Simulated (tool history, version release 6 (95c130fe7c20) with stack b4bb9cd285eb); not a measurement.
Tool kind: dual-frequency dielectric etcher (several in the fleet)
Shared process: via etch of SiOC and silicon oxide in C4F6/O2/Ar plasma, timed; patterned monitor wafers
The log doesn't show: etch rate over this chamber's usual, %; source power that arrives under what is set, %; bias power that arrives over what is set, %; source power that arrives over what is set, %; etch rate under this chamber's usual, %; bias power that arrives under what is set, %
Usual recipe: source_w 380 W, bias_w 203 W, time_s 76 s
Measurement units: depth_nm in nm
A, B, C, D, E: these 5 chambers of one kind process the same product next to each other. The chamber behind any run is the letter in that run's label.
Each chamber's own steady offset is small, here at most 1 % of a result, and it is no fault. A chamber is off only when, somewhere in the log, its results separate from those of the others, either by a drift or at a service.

run    day  source_w  bias_w  time_s  hours since the last wet clean  hours since the last source power generator calibration  hours since the last bias power generator calibration  read-back reference wafer on the same gauge, depth_nm  depth_nm
 1C  0.225       380     203      76                           477.5                                                     1320                                                 1686.2                                                 91.026    87.639
 2A  0.504       380     203      76                           491.8                                                      544                                                 1887.9                                                  91.04    87.672
 3D  0.667       380     203      76                            93.8                                                   1334.9                                                  538.1                                                 90.938    87.374
 4E  0.996       380     203      76                           135.5                                                   1440.5                                                 1407.3                                                 91.067    88.214
 5B  1.242       380     203      76                           275.1                                                    677.6                                                  337.9                                                 90.948    87.467
 6B  1.538       380     203      76                           282.2                                                    684.7                                                    345                                                 91.026    87.858
 7C   1.85       380     203      76                           516.5                                                     1359                                                 1725.2                                                 90.991    87.919
 8D  2.196       380     203      76                           130.5                                                   1371.6                                                  574.8                                                 90.845    87.323
 9A  2.417       380     203      76                           537.7                                                    589.9                                                 1933.8                                                 91.063    87.501
10E  2.617       380     203      76                           174.4                                                   1479.4                                                 1446.2                                                 90.966    87.443
11E  2.962       380     203      76                           182.7                                                   1487.7                                                 1454.5                                                 91.023    88.411
12B  3.129       380     161    98.5                           320.4                                                    722.9                                                  383.2                                                 91.024    105.28
13C   3.35       380     161    98.5                           552.5                                                     1395                                                 1761.2                                                 91.015     105.5
     3.525  -- chamber B: wet clean of the chamber
14A  3.588       380     161    98.5                           565.8                                                      618                                                 1961.9                                                 90.948     104.8
       3.7  -- chamber A: wet clean of the chamber
15D   3.85       380     161    98.5                           170.2                                                   1411.3                                                  614.5                                                 90.974    105.45
16A  4.054       380     161    98.5                             8.6                                                    629.2                                                 1973.1                                                 90.899    104.85
17D  4.383       380     230      76                             183                                                   1424.1                                                  627.3                                                 90.965    91.459
18C  4.612       380     230      76                           582.8                                                   1425.3                                                 1791.5                                                 91.067    90.608
19E  4.883       380     230      76                           228.8                                                   1533.8                                                 1500.6                                                 90.946     92.22
20B  5.108       380     230      76                              38                                                    770.4                                                  430.7                                                 91.064    91.828
21D  5.438       380     230      76                           208.3                                                   1449.4                                                  652.6                                                 90.987    91.902
22B  5.767       380     203      76                            53.8                                                    786.2                                                  446.5                                                 91.095    88.341
23C  6.021       380     203      76                           616.6                                                   1459.1                                                 1825.3                                                 91.027     87.56
     6.283  -- chamber C: wet clean of the chamber
24A  6.304       380     203      76                            62.6                                                    683.2                                                 2027.1                                                 91.039    87.679
25E   6.55       380     203      76                           268.8                                                   1573.8                                                 1540.6                                                 91.059    88.511
26B  6.721       380     187    56.5                            76.7                                                    809.1                                                  469.4                                                 91.036    63.346
27D  7.021       380     187    56.5                           246.3                                                   1487.4                                                  690.6                                                 90.971    63.652
28C  7.221       380     187    56.5                            22.6                                                   1487.9                                                 1854.1                                                 91.105    63.979
29A  7.529       380     187    56.5                              92                                                    712.6                                                 2056.5                                                 90.922    63.044
30E  7.879       380     187    56.5                           300.7                                                   1605.7                                                 1572.5                                                 91.076    64.147
31C  8.046       380     203      76                            42.4                                                   1507.7                                                 1873.9                                                 91.056    87.632
32E  8.288       380     203      76                           310.5                                                   1615.5                                                 1582.3                                                 90.956    87.706

One chamber off, gauge drift, or nothing amiss beyond the chambers' own small offsets? If it is a chamber, which one, and what is the likeliest cause?

Beyond each chamber's small constant offset nothing stands out, and the gauge stays steady.

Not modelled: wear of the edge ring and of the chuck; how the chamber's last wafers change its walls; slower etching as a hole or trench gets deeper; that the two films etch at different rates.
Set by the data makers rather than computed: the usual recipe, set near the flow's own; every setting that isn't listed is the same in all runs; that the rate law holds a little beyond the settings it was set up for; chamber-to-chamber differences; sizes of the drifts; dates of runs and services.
